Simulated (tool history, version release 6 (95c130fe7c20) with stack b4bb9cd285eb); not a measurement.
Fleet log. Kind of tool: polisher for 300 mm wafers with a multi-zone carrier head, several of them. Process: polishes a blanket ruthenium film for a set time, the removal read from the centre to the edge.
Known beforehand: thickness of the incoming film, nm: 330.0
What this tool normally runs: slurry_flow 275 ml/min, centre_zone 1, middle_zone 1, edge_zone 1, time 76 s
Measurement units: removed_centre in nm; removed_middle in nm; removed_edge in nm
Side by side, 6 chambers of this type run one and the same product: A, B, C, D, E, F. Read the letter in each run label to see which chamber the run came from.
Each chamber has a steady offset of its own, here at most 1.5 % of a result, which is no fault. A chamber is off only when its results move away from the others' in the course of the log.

run	hour	slurry_flow	centre_zone	middle_zone	edge_zone	time	removed_centre	removed_middle	removed_edge
1A	7.5	275	1	1	1	76	97.988	100.95	96.792
# hour 8.7: chamber A: worn pad replaced by a new one
2F	18.3	275	1	1	1	76	98.203	101.18	96.684
# hour 20.6: chamber B: worn pad replaced by a new one
# hour 27.5: chamber E: worn pad replaced by a new one
# hour 30.7: chamber B: centre zone pressure recalibrated
# hour 31.6: chamber F: worn pad replaced by a new one
3B	32.8	275	1	1	1	76	97.843	97.509	99.412
4D	40.9	275	1	1	1	76	98.587	99.535	99.129
5C	52.2	275	1	1	1	76	98.727	98.272	95.207
# hour 58: chamber C: worn pad replaced by a new one
# hour 61.6: chamber E: slurry nozzle cleaned
6E	62.5	275	1	1	1	76	99.516	98.528	98.607
# hour 77: chamber D: worn pad replaced by a new one
7B	77.4	275	1	1	1	76	97.691	97.865	100.15
8E	90.2	275	1	1	1	76	98.342	96.762	99.374
9F	99	275	1	1	1	76	97.924	99.345	97.551
# hour 101.9: chamber D: edge zone pressure recalibrated
# hour 106.5: chamber A: worn pad replaced by a new one
10C	110.4	275	1	1	1	89	116.8	116.35	115.92
# hour 111.2: chamber F: worn pad replaced by a new one
# hour 115.5: chamber B: worn pad replaced by a new one
# hour 120.3: chamber E: worn pad replaced by a new one
11A	120.4	275	1	1	1	89	114.52	116.9	113.47
12D	127.7	275	1	1	1	89	114.94	116.24	117.01
# hour 135.3: chamber C: worn pad replaced by a new one
13C	135.4	275	1	1	1	89	118.87	116.14	115.66
# hour 136.2: chamber D: slurry nozzle cleaned
14E	151.1	275	1	1	1	89	117.28	114.93	115.38
15F	164.3	275	1	1	1	89	114.76	114.52	115.01
16B	176.1	275	1	1	1	76	97.107	98.398	96.959
# hour 178.1: chamber D: worn pad replaced by a new one
# hour 186.4: chamber A: edge zone pressure recalibrated
17A	189.7	275	1	1	1	76	98.335	98.84	97.263
18D	198.6	275	1	1	1	76	99.884	99.141	98.281
# hour 208.2: chamber A: worn pad replaced by a new one
# hour 208.7: chamber F: worn pad replaced by a new one
# hour 209.7: chamber B: worn pad replaced by a new one
19B	213.7	275	1	1	1	76	97.919	99.451	97.567
# hour 216.1: chamber E: worn pad replaced by a new one
# hour 219.8: chamber C: worn pad replaced by a new one
# hour 220.2: chamber C: slurry nozzle cleaned
20C	223.8	275	1	1	1	76	99.043	98.945	98.154
21A	233.7	355	1	1	0.95	76	100.06	101.42	96.943
22E	244.3	355	1	1	0.95	76	102.43	102.4	99.489
23F	256.3	355	1	1	0.95	76	98.024	101.72	98.221
24D	265.6	355	1	1	0.95	76	101.59	101.8	98.482
# hour 269.5: chamber D: worn pad replaced by a new one
25E	274.4	355	1	1	0.95	76	103.24	99.582	97.603
26D	283.3	355	1	1	0.95	76	101.54	102.1	98.698
# hour 287.2: chamber A: worn pad replaced by a new one
27C	292.2	275	1	1	1	76	99.423	98.782	98.645
# hour 296.9: chamber E: worn pad replaced by a new one
28B	299.3	275	1	1	1	76	98.606	97.907	98.585
# hour 301.7: chamber C: worn pad replaced by a new one
# hour 306.3: chamber B: worn pad replaced by a new one
# hour 308.9: chamber F: worn pad replaced by a new one
29A	310.8	275	1	1	1	76	96.886	98.906	99.139
# hour 324.9: chamber E: slurry nozzle cleaned
30F	327	275	0.96	1	1	76	91.189	96.752	97.392
31F	333.9	275	0.96	1	1	76	90.733	95.967	94.896
32A	344.1	275	0.96	1	1	76	93.506	99.116	97.848
33C	359.7	275	0.96	1	1	76	94.232	99.943	96.502
# hour 361.3: chamber D: worn pad replaced by a new one
# hour 364.2: chamber A: centre zone pressure recalibrated
34B	372.2	275	0.96	1	1	76	93.222	98.467	99.644
35D	379.7	275	0.96	1	1	76	94.461	97.923	101.13
# hour 384.8: chamber A: worn pad replaced by a new one
# hour 387.7: chamber B: worn pad replaced by a new one
# hour 389.3: chamber E: worn pad replaced by a new one
# hour 390.8: chamber B: slurry nozzle cleaned
# hour 391.9: chamber C: worn pad replaced by a new one
36E	392.9	275	1	1	1	76	100.92	101.31	100.55
# hour 400.5: chamber F: worn pad replaced by a new one
37E	402.8	275	1	1	1	76	98.937	96.306	99.726
# hour 411.7: chamber B: centre zone pressure recalibrated
38A	416	275	1	1	1	76	97.24	100.61	99.577
39F	430.9	275	1	1	1	76	92.082	97.483	97.11
# hour 434.4: chamber C: slurry nozzle cleaned
40B	443.8	275	1	1	1	76	97.783	99.724	98.29
41C	452.3	275	1	1	1	76	99.981	99.232	96.54

Decide between three cases: one chamber stands off from its peers, the gauge reading all wafers drifts, or nothing is wrong past each chamber's small offset. Where a chamber is off, say which and what most likely put it there.

Chamber F drifts away from the others.
What lies behind it: centre zone's pressure below its setpoint, % = 5.76.

Chamber F could run next with any of the 4 candidate recipes listed below; each alters the usual settings, and their results appear as question marks. Which one brings its results back in line with what the other chambers deliver on the usual settings?
A result is in line if it is within this distance of the other chambers' mean on the usual settings: removed_centre 2.8 nm; removed_middle 3.8 nm; removed_edge 4.5 nm
42F-1	463.9	270	0.95	1.01	1.02	75	?	?	?
42F-2	463.9	280	1.05	0.99	0.98	77	?	?	?
42F-3	463.9	275	0.98	1	1.01	76	?	?	?
42F-4	463.9	275	1.02	1	0.99	76	?	?	?

Other chambers, usual settings, mean: removed_centre 98.548 nm; removed_middle 98.822 nm; removed_edge 98.505 nm
run	removed_centre	removed_middle	removed_edge
42F-1	85.151	95.896	97.387
42F-2	97.966	96.997	98.256
42F-3	89.481	96.47	98.348
42F-4	93.484	96.452	97.328
The right change is 42F-2: it brings the chamber back within the allowed miss of the others.

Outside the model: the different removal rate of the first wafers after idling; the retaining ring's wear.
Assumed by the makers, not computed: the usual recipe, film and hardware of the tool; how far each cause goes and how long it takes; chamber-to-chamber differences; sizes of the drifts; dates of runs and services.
